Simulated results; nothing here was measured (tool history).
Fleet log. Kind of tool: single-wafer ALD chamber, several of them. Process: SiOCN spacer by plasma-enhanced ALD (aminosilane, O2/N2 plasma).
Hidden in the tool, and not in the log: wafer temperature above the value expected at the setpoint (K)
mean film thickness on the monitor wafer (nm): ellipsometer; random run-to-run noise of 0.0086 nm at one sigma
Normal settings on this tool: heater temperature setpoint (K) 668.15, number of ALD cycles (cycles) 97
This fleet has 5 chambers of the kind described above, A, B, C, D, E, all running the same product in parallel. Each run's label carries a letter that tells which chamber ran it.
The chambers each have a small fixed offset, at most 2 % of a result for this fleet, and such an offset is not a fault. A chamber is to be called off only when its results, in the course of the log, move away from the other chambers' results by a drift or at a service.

run,hour,heater temperature setpoint (K),number of ALD cycles (cycles),hours since the last thermocouple change,"read-back reference wafer on the same gauge, thickness_nm",mean film thickness on the monitor wafer (nm)
1E,9.7,668.15,97,895.9,5.0083,5.939
2C,19.4,668.15,97,105.3,5.0081,5.8534
3B,29.1,668.15,97,576.3,5.0069,5.9146
4D,38.6,668.15,97,523.1,5.0062,5.8427
5A,44.6,668.15,97,929,5.0042,5.8951
6D,52.5,680.15,108,537,5.0044,6.3941
7A,58.1,680.15,108,942.5,5.0039,6.3479
8C,66.5,680.15,108,152.4,5.0059,6.3902
9E,74.3,680.15,108,960.5,5.0035,6.4775
10B,82.4,680.15,108,629.6,5.0033,6.3533
11E,90.2,668.15,97,976.4,5.0023,5.9305
12D,100.2,682.15,105,584.7,4.9988,6.1717
# hour 101.2: chamber E: thermocouple changed; heater temperature recalibrated
13C,104.7,682.15,105,190.6,4.9984,6.1466
14B,112.8,682.15,105,660,4.9994,6.1597
15A,122.8,682.15,105,1007.2,4.9995,6.119
16B,131.5,682.15,105,678.7,4.9978,6.1315
17E,139.8,668.15,97,38.6,4.9954,5.9274
18D,146.5,668.15,97,631,4.9971,5.8391
19A,155.6,668.15,97,1040,4.9934,5.8999
20C,164.3,668.15,97,250.2,4.9947,5.8422
21C,172.8,668.15,97,258.7,4.9947,5.8204
22D,180,674.15,79,664.5,4.9917,4.7545
23E,184.6,674.15,79,83.4,4.9911,4.8112
24A,189.5,674.15,79,1073.9,4.9912,4.7104
25B,194.5,674.15,79,741.7,4.9907,4.7267
26A,202.6,674.15,79,1087,4.9912,4.7201
27B,212.4,668.15,97,759.6,4.9909,5.8968
28E,220.8,663.15,116,119.6,4.9894,7.0859
29C,230.3,663.15,116,316.2,4.9887,6.988
30D,239.5,663.15,116,724,4.9889,6.9693
31C,246.5,663.15,116,332.4,4.9848,6.9768
32E,256,663.15,116,154.8,4.985,7.0811
33A,263.5,668.15,97,1147.9,4.9845,5.8759
34B,272.9,668.15,97,820.1,4.9827,5.8899
35D,278.3,668.15,81,762.8,4.9824,4.8842
36A,284.7,668.15,81,1169.1,4.9839,4.8906
37B,292.9,668.15,81,840.1,4.9801,4.9021
38D,302.7,668.15,81,787.2,4.9806,4.8699
39C,307.6,668.15,81,393.5,4.9801,4.853

Is one chamber off against the others, does the gauge drift, or is nothing wrong? If a chamber is off, say which, and what the likeliest cause is.

No chamber is off; the gauge reading every chamber's wafers drifts, which makes the whole fleet appear to move together.
Most likely cause: gauge reads low (%) = 0.603.
